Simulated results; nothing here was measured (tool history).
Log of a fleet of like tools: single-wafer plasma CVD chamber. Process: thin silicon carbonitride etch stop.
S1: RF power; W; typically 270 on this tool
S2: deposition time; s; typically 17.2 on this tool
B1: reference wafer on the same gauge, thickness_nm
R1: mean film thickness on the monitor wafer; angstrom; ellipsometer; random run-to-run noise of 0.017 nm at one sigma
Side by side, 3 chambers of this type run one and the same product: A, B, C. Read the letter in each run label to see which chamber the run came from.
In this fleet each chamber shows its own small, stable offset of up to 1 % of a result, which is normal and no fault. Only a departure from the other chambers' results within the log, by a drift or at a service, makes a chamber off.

run	hour	S1	S2	B1	R1
1A	6.6	270	17.2	9.8984	106.720
2C	16.5	270	17.2	9.8959	108.080
3B	23.4	270	17.2	9.8950	107.530
4B	33.1	270	17.2	9.8925	107.780
# hour 38.1: chamber A: thermocouple changed; heater temperature recalibrated
5C	41.5	270	17.2	9.8935	108.030
6A	50.6	270	17.2	9.8930	106.510
7B	60.4	270	17.2	9.8848	108.110
8A	66.1	270	17.2	9.8882	106.700
9C	74.0	270	17.2	9.8860	107.940
10B	82.1	270	17.2	9.8820	107.600
11A	91.7	220	18.3	9.8884	106.480
12C	98.5	220	18.3	9.8851	108.080
13B	104.6	220	18.3	9.8833	107.940
14C	114.4	270	17.2	9.8770	108.050
# hour 118.8: chamber B: thermocouple changed; heater temperature recalibrated
15A	122.3	270	17.2	9.8756	106.580
16A	127.9	270	17.2	9.8771	106.330
17C	135.6	270	17.2	9.8759	107.450
18B	144.0	270	17.2	9.8735	107.450
19C	149.5	270	17.2	9.8712	108.040
20A	155.6	270	17.2	9.8691	106.370
21B	166.4	220	18.3	9.8721	107.440
22B	172.0	220	18.3	9.8673	107.410
23A	182.8	220	18.3	9.8656	106.200
# hour 187.0: chamber C: RF generator calibrated
24C	193.5	270	17.2	9.8632	107.930
25A	202.6	240	15.0	9.8659	89.721
26C	209.3	240	15.0	9.8612	90.476
27B	220.3	240	15.0	9.8625	90.346
28C	225.5	270	17.2	9.8584	107.770
29A	230.3	220	14.1	9.8585	81.718
30B	235.5	220	14.1	9.8570	82.739
31B	246.4	220	14.1	9.8558	82.748
32A	253.3	270	17.2	9.8557	106.100
33C	259.6	270	17.2	9.8546	108.010
34C	266.2	245	17.2	9.8499	104.480
35B	276.0	245	17.2	9.8518	104.300
36A	282.3	245	17.2	9.8476	103.070
37C	292.8	270	17.2	9.8511	107.860
38A	301.8	270	17.2	9.8465	105.880
39B	311.1	270	17.2	9.8405	107.500
40B	319.8	270	17.2	9.8403	107.290
41A	328.7	270	15.1	9.8427	93.156
42C	339.7	270	15.1	9.8383	94.152
43C	345.3	270	15.1	9.8359	94.367

Read the log: is a single chamber off, either drifting away or since a service, is the gauge that measures every chamber drifting, or is nothing wrong beyond small per-chamber offsets? Name any odd chamber and what most likely caused it.

Gauge drift. The chambers move together only on paper, and none stands off.
Cause: gauge reads low (%) = 0.644.
